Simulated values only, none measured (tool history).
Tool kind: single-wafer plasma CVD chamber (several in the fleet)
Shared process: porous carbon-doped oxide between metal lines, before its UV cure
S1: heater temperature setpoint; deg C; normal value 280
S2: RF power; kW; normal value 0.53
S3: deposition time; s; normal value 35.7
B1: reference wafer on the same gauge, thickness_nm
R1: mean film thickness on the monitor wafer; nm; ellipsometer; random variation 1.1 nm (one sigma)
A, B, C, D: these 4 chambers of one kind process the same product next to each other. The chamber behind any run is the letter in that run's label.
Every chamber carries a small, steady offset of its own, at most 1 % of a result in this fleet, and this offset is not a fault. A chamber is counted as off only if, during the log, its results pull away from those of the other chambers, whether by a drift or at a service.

run,hour,S1,S2,S3,B1,R1
1B,6.1,280,0.53,35.7,207.06,225.6
2D,10.3,280,0.53,35.7,207.13,227.47
# hour 13.7: chamber A: thermocouple changed; heater temperature recalibrated
3A,17.2,280,0.53,35.7,207.14,227.12
4C,23.2,280,0.53,35.7,206.88,224.6
5A,28.6,280,0.62,30.7,206.88,217
6D,32.6,280,0.62,30.7,206.88,217.5
7C,37.5,280,0.62,30.7,207,216.26
8B,40.6,280,0.62,30.7,207.04,215.32
9C,45.8,280,0.53,35.7,206.94,224.89
10D,50.3,280,0.53,35.7,206.84,226.31
11A,57,280,0.53,38.1,206.9,241.22
12B,61,280,0.53,38.1,207.34,238.11
13C,65.3,280,0.53,38.1,206.72,241.27
14B,71.6,280,0.53,38.1,207.02,237.12
15A,75.2,280,0.53,30.9,206.89,197.38
16D,81.7,280,0.53,30.9,207.18,195.92
17C,87.6,280,0.53,30.9,207,194.59
18B,91,280,0.53,30.9,206.91,191.44
19D,95.3,280,0.53,35.7,206.91,227.43
20A,98.9,280,0.53,35.7,207,225.6
21C,104.7,280,0.53,35.7,207.04,225.13
22B,107.8,280,0.53,35.7,206.83,217.89
23A,114.6,280,0.53,35.7,206.74,226.22
24D,118.8,280,0.53,35.7,207.22,227.49
25A,124.3,280,0.53,35.7,206.72,227.13
26D,127.7,280,0.53,35.7,207.07,228.87
27B,132.4,280,0.53,35.7,206.93,215.55
28C,135.4,280,0.53,35.7,207.16,224.04
29C,140.2,280,0.53,35.7,206.9,223.92

Decide between three cases: one chamber stands off from its peers, the gauge reading all wafers drifts, or nothing is wrong past each chamber's small offset. Where a chamber is off, say which and what most likely put it there.

It is chamber B that slowly wanders off from its peers.
What lies behind it: delivered RF power below the setpoint (%) = 5.85.
The log might look much the same if the cause were instead: wafer temperature above the value expected at the setpoint (K).

Chamber B could run next with any of the 4 candidate recipes listed below; each alters the usual settings, and their results appear as question marks. Which one brings its results back in line with what the other chambers deliver on the usual settings?
To be in line, a result may differ from the other chambers' mean on the usual settings by at most: R1 3.9 nm
30B-1,145.2,273,0.53,35.7,,?
30B-2,145.2,280,0.465,35.7,,?
30B-3,145.2,277,0.53,38.5,,?
30B-4,145.2,281,0.52,34.7,,?

On the usual settings, the other chambers give on average: R1 226.01 nm
run,R1
30B-1,225.04
30B-2,195.69
30B-3,236.07
30B-4,205.31
It is 30B-1 that realigns the chamber with its peers.

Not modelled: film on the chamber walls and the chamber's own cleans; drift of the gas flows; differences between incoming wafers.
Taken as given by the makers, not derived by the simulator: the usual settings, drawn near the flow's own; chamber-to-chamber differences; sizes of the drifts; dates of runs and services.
